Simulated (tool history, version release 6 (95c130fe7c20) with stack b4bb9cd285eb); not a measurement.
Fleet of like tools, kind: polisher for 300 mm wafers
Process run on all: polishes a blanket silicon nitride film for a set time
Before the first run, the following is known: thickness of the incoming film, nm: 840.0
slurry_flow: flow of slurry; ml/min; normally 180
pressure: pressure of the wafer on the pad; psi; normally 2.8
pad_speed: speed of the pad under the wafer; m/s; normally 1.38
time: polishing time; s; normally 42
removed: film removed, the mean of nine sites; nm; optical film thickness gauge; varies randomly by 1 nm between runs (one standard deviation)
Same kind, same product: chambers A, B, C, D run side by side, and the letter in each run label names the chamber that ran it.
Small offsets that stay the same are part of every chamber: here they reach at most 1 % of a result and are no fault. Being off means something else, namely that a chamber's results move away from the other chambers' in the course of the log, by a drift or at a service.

run	hour	slurry_flow	pressure	pad_speed	time	removed
1D	10.2	180	2.8	1.38	42	89.938
# hour 15.8: chamber C: worn pad replaced by a new one
2A	20.3	180	2.8	1.38	42	88.642
3C	33.6	180	2.8	1.38	42	89.462
4B	40.9	180	2.8	1.38	42	91.232
5D	47.5	180	2.8	1.38	42	89.126
# hour 53.3: chamber D: worn pad replaced by a new one
6C	54.5	180	2.8	1.38	42	89.32
# hour 56.9: chamber A: worn pad replaced by a new one
# hour 62.6: chamber B: worn pad replaced by a new one
7B	65.7	180	2.8	1.38	42	90.635
8A	77.2	180	3.2	1.2	42	93.974
9C	88.4	180	3.2	1.2	42	92.936
# hour 92.2: chamber C: worn pad replaced by a new one
10D	94.6	180	3.2	1.2	42	91.241
11A	102.5	180	3.2	1.2	42	94.274
12B	114.2	180	2.8	1.38	42	90.424
# hour 118.3: chamber D: worn pad replaced by a new one
# hour 125.6: chamber B: worn pad replaced by a new one
13A	127	180	2.8	1.38	42	89.589
# hour 134.2: chamber A: worn pad replaced by a new one
14C	137.2	180	2.8	1.58	42	98.944
15B	150.7	180	2.8	1.58	42	99.754
16D	162.1	180	2.8	1.58	42	100.63
# hour 167.1: chamber C: worn pad replaced by a new one
17B	175.3	180	2.8	1.58	42	100.58
# hour 178.8: chamber D: worn pad replaced by a new one
18D	184.8	180	2.8	1.38	42	89.688
19C	196.9	180	2.8	1.38	42	90.863
# hour 200.6: chamber B: worn pad replaced by a new one
# hour 202.1: chamber D: head pressure recalibrated
20A	205.8	180	2.8	1.38	42	90.428
# hour 213.4: chamber A: worn pad replaced by a new one
21B	217.5	150	2.8	1.38	42	86.805
22A	228.9	150	2.8	1.38	42	87.185
23C	238	150	2.8	1.38	42	88.907
# hour 243.6: chamber C: worn pad replaced by a new one
24D	244.1	150	2.8	1.38	42	76.852
25D	250.6	180	2.8	1.38	42	80.175
# hour 251.1: chamber D: worn pad replaced by a new one
26C	261	180	2.8	1.38	42	90.222
# hour 263.8: chamber B: slurry nozzle cleaned
27B	268.2	180	2.8	1.38	42	90.706
28A	280.8	180	2.8	1.38	42	91.438
# hour 282.2: chamber B: worn pad replaced by a new one
# hour 286.2: chamber A: worn pad replaced by a new one
29A	294.7	180	2.8	1.38	56	121.31
30C	303.1	180	2.8	1.38	56	120.18
31D	309.8	180	2.8	1.38	56	106.26
32B	322.6	180	2.8	1.38	56	120.96
# hour 324.7: chamber C: worn pad replaced by a new one
33C	334.1	180	2.8	1.38	42	90.359

Decide between three cases: one chamber stands off from its peers, the gauge reading all wafers drifts, or nothing is wrong past each chamber's small offset. Where a chamber is off, say which and what most likely put it there.

Chamber D came out of a service off from its peers and stayed that way.
Likeliest cause: head's pressure below its setpoint, % = 11.

Which of the 4 candidates below, each the usual settings with something changed and its results left as question marks, puts chamber D back in line with what the other chambers give on the usual settings?
Allowed miss from the other chambers' usual-settings mean, per result, to count as in line: removed 3.5 nm
34D-1	344.1	180	2.8	1.58	42	?
34D-2	344.1	180	2.8	1.38	43	?
34D-3	344.1	180	2.8	1.36	41	?
34D-4	344.1	180	2.7	1.34	40	?

The mean the other chambers reach with the usual settings: removed 89.883 nm
run	removed
34D-1	89.616
34D-2	82.355
34D-3	77.615
34D-4	72.199
34D-1 puts the chamber back in line with the other chambers.
